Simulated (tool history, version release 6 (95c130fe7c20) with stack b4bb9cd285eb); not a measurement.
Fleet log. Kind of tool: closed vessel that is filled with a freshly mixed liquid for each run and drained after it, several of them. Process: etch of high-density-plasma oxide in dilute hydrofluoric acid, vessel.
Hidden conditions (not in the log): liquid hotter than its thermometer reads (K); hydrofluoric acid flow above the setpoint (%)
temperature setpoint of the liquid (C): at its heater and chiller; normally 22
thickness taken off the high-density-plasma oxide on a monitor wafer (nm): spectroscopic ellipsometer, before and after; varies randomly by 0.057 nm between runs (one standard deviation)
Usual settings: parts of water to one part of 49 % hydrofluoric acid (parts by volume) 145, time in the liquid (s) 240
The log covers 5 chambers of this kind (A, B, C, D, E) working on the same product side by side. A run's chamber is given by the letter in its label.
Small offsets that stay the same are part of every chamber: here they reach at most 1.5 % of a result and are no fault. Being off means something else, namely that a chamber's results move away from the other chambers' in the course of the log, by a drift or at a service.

run	hour	temperature setpoint of the liquid (C)	parts of water to one part of 49 % hydrofluoric acid (parts by volume)	time in the liquid (s)	hours since the thermometer was replaced	hours since the hydrofluoric acid flow meter was replaced	read-back film thickness of the high-density-plasma oxide reference wafer, read on the same gauge (nm)	thickness taken off the high-density-plasma oxide on a monitor wafer (nm)
1E	5.3	22	145	240	251.3	989.7	49.978	7.5827
2A	11.0	22	145	240	29.2	947.5	49.999	7.2344
3B	14.5	22	145	240	315.2	1045.7	50.031	7.5473
4C	20.1	22	145	240	80.6	1671.8	49.982	7.3798
# hour 22.6: chamber B: hydrofluoric acid flow meter replaced
5D	24.4	22	145	240	603.6	253.2	49.981	7.4200
6A	29.3	22	145	240	47.5	965.8	49.986	7.3985
7E	35.3	22	80	340	281.3	1019.7	49.960	20.7540
8C	38.0	22	80	340	98.5	1689.7	49.989	20.7640
9B	42.4	22	80	340	343.1	19.9	49.955	20.5410
10D	45.0	22	80	340	624.2	273.8	50.006	20.1200
11B	49.5	22	80	340	350.2	27.0	50.009	20.6520
12D	52.6	22	145	240	631.8	281.4	50.007	7.4704
13E	58.3	22	145	240	304.3	1042.7	50.015	7.6015
14A	62.5	22	145	240	80.7	999.0	49.947	7.3514
15C	66.4	22	145	240	126.9	1718.1	49.980	7.2703
16C	72.4	22	145	240	132.9	1724.1	49.993	7.4241
17D	78.3	22	145	240	657.5	307.1	49.982	7.6324
18B	82.7	22	145	240	383.4	60.2	49.979	7.4960
19E	88.6	22	145	240	334.6	1073.0	49.992	7.4305
20A	91.5	22	145	240	109.7	1028.0	50.008	7.3560
21E	95.4	24	145	240	341.4	1079.8	49.979	8.2384
22D	99.7	24	145	240	678.9	328.5	50.007	8.2841
23B	105.3	24	145	240	406.0	82.8	50.010	8.0947
24A	108.5	24	145	240	126.7	1045.0	49.954	7.9264
25C	112.3	24	145	240	172.8	1764.0	49.982	7.9985
26B	118.2	22	145	285	418.9	95.7	50.030	8.8703
27E	120.8	22	145	285	366.8	1105.2	49.999	9.0168
28D	123.8	22	145	285	703.0	352.6	50.038	9.1687
29A	127.0	22	145	285	145.2	1063.5	49.983	8.7198
30C	129.9	22	145	285	190.4	1781.6	49.997	8.7178
31D	135.3	22	145	240	714.5	364.1	50.022	7.8965
32B	141.3	22	145	240	442.0	118.8	50.009	7.4902
33E	145.6	22	145	240	391.6	1130.0	49.981	7.5354
34C	151.0	22	145	240	211.5	1802.7	50.012	7.3880
# hour 151.7: chamber A: hydrofluoric acid flow meter replaced
35A	154.8	22	145	240	173.0	3.2	50.006	7.3413
36D	159.4	22	145	240	738.6	388.2	50.000	7.9959
37C	163.4	22	145	240	223.9	1815.1	49.966	7.3929

All chambers now run identical settings, listed one chamber a line with results as question marks. What results will each chamber show?
38A	167.7	22	145	240				?
38B	167.7	22	145	240				?
38C	167.7	22	145	240				?
38D	167.7	22	145	240				?
38E	167.7	22	145	240				?

run	thickness taken off the high-density-plasma oxide on a monitor wafer (nm)
38A	7.4079
38B	7.3728
38C	7.3410
38D	7.9987
38E	7.5849
